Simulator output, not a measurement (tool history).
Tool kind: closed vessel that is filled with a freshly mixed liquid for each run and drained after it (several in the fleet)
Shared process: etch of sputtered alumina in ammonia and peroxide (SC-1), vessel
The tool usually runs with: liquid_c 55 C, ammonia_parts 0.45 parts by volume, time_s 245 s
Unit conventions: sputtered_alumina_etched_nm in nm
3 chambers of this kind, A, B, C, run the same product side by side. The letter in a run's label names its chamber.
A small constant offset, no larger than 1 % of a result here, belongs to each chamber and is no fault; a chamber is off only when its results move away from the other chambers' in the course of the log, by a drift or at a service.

| run | hour | liquid_c | ammonia_parts | time_s | read-back film thickness of the sputtered alumina reference wafer, read on the same gauge (nm) | sputtered_alumina_etched_nm |
|---|---|---|---|---|---|---|
| 1B | 5.6 | 55 | 0.45 | 245 | 139.95 | 20.3730 |
| 2C | 10.1 | 55 | 0.45 | 245 | 140.03 | 20.9760 |
| 3A | 14.0 | 55 | 0.45 | 245 | 140.00 | 20.1780 |
| 4B | 19.2 | 55 | 0.45 | 245 | 140.00 | 20.7090 |
|  | 25.8 | chamber B: ammonia flow meter replaced |
| 5C | 26.1 | 55 | 0.45 | 245 | 140.02 | 20.6580 |
| 6A | 30.1 | 55 | 0.45 | 245 | 140.01 | 20.2350 |
| 7C | 35.9 | 55 | 0.45 | 245 | 140.02 | 20.6200 |
| 8A | 39.0 | 55 | 0.45 | 245 | 140.01 | 20.3270 |
| 9B | 42.4 | 55 | 0.45 | 245 | 140.01 | 20.5660 |
| 10C | 46.3 | 55 | 0.40 | 245 | 140.02 | 20.0520 |
| 11A | 51.7 | 55 | 0.40 | 245 | 140.04 | 20.1540 |
| 12B | 55.8 | 55 | 0.40 | 245 | 139.95 | 20.2230 |
| 13B | 60.9 | 55 | 0.45 | 245 | 139.95 | 20.7040 |
| 14A | 67.6 | 55 | 0.45 | 245 | 140.00 | 20.2350 |
|  | 68.1 | chamber C: new drum of ammonia solution connected |
| 15C | 72.0 | 55 | 0.30 | 125 | 140.02 | 10.1130 |
| 16A | 76.6 | 55 | 0.30 | 125 | 140.01 | 9.9556 |
| 17C | 81.5 | 55 | 0.30 | 125 | 140.04 | 10.1410 |
| 18B | 87.0 | 55 | 0.45 | 245 | 139.99 | 20.6500 |
| 19A | 92.1 | 55 | 0.45 | 245 | 140.00 | 20.2620 |
| 20B | 98.9 | 55 | 0.45 | 245 | 140.02 | 20.2660 |
| 21C | 105.5 | 55 | 0.45 | 245 | 140.03 | 20.4090 |
| 22A | 108.6 | 55 | 0.45 | 245 | 140.00 | 20.4850 |

One chamber off, gauge drift, or nothing amiss beyond the chambers' own small offsets? If it is a chamber, which one, and what is the likeliest cause?

Neither any chamber nor the gauge drifts; the chambers differ only by their own small, steady offsets.

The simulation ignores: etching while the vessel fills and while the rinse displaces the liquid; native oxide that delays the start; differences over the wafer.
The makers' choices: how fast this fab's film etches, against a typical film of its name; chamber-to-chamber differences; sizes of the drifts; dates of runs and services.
